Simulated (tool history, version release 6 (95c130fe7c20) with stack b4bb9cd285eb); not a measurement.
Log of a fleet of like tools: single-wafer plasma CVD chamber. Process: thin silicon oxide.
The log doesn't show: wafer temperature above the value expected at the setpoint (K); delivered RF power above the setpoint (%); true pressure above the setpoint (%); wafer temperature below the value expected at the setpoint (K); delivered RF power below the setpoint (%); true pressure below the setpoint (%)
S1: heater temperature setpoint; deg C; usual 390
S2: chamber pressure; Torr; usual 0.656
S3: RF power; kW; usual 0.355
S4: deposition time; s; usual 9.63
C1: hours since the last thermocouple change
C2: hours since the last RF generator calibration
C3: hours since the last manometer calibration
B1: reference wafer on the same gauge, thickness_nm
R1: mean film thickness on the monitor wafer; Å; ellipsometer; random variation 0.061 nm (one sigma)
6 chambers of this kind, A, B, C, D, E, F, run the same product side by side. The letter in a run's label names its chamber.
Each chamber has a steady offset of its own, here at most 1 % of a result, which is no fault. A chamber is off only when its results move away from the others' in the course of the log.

run    day   S1     S2     S3    S4      C1      C2      C3      B1      R1
 1C  0.208  390  0.656  0.355  9.63  1628.6  1158.9  2013.6  13.404   154.6
 2E  0.362  390  0.656  0.355  9.63  1328.1    35.2  1717.7  13.409  156.37
 3A  0.521  390  0.656  0.355  9.63   185.2  2178.5   862.7   13.39  156.13
 4F  0.688  390  0.656  0.355  9.63   537.1    75.3   751.1  13.397  153.82
 5B  0.833  390  0.656  0.355  9.63  1352.4   162.6   302.8  13.394  155.19
 6D  1.038  390  0.656  0.355  9.63  1200.3     417  1014.4  13.398  156.82
 7B  1.179  390  0.656  0.355  9.63  1360.7   170.9   311.1  13.399  155.01
 8D   1.35  390  0.656  0.355  9.63  1207.8   424.5  1021.9  13.403  157.15
 9E  1.567  390  0.656  0.355  9.63    1357    64.1  1746.6  13.389  156.14
10A  1.733  390  0.656  0.355  9.63   214.3  2207.6   891.8  13.401  157.41
11F  1.942  390  0.656  0.355  9.63   567.2   105.4   781.2   13.39  153.64
12C  2.046  390  0.656  0.355  9.63  1672.7    1203  2057.7  13.408  154.49
13A  2.225  390  0.656  0.355  9.63   226.1  2219.4   903.6  13.398   157.4
14E  2.354  390  0.656  0.355  9.63  1375.9      83  1765.5  13.413  155.83
15F  2.492  390  0.656  0.355  9.63   580.4   118.6   794.4  13.398   154.2
16B  2.617  390  0.656  0.355  9.63  1395.2   205.4   345.6  13.411  155.17
     2.742  -- chamber E: thermocouple changed; heater temperature recalibrated
17C  2.817  390  0.656  0.355  9.63  1691.2  1221.5  2076.2  13.391   154.9
18D  2.942  390  0.656  0.355  9.63    1246   462.7  1060.1    13.4   155.9
19D  3.079  390  0.813  0.355  9.02  1249.3     466  1063.4  13.401  183.19
20C    3.2  390  0.813  0.355  9.02  1700.4  1230.7  2085.4  13.403  180.55
21B  3.396  390  0.813  0.355  9.02  1413.9   224.1   364.3  13.403  180.47
22A  3.562  390  0.813  0.355  9.02   258.2  2251.5   935.7  13.405   181.8
23F  3.667  390  0.813  0.355  9.02   608.6   146.8   822.6  13.391  178.93
24E  3.762  390  0.813  0.355  9.02    24.6   116.8  1799.3  13.405   182.7
25E  3.908  390  0.656  0.355  9.63    28.1   120.3  1802.8  13.388  156.04
26B  4.008  390  0.656  0.355  9.63  1428.6   238.8     379  13.402  154.77
27A  4.158  390  0.656  0.355  9.63   272.5  2265.8     950  13.406  156.58
28C  4.283  390  0.656  0.355  9.63  1726.4  1256.7  2111.4  13.408  154.35
29F  4.458  390  0.656  0.355  9.63   627.6   165.8   841.6   13.41  153.86
     4.588  -- chamber A: RF generator calibrated
30D  4.658  390  0.656  0.355  9.63  1287.2   503.9  1101.3  13.399  158.11
31E  4.862  390  0.656  0.355  9.63      51   143.2  1825.7  13.392  157.31
32C   5.05  390  0.656  0.355  10.5  1744.8  1275.1  2129.8  13.399  168.45
33F  5.154  390  0.656  0.355  10.5   644.3   182.5   858.3  13.391  167.58
34D  5.354  390  0.656  0.355  10.5  1303.9   520.6    1118  13.398  171.09
35B   5.45  390  0.656  0.355  10.5  1463.2   273.4   413.6  13.389  170.24
36A  5.621  390  0.656  0.355  10.5   307.6    24.9   985.1  13.395  171.36

What goes on in this fleet: one chamber off, a drifting gauge, or nothing beyond the chambers' own small offsets? Name the chamber and the cause, if any.

No chamber stands off beyond its own small offset, and the gauge holds steady.

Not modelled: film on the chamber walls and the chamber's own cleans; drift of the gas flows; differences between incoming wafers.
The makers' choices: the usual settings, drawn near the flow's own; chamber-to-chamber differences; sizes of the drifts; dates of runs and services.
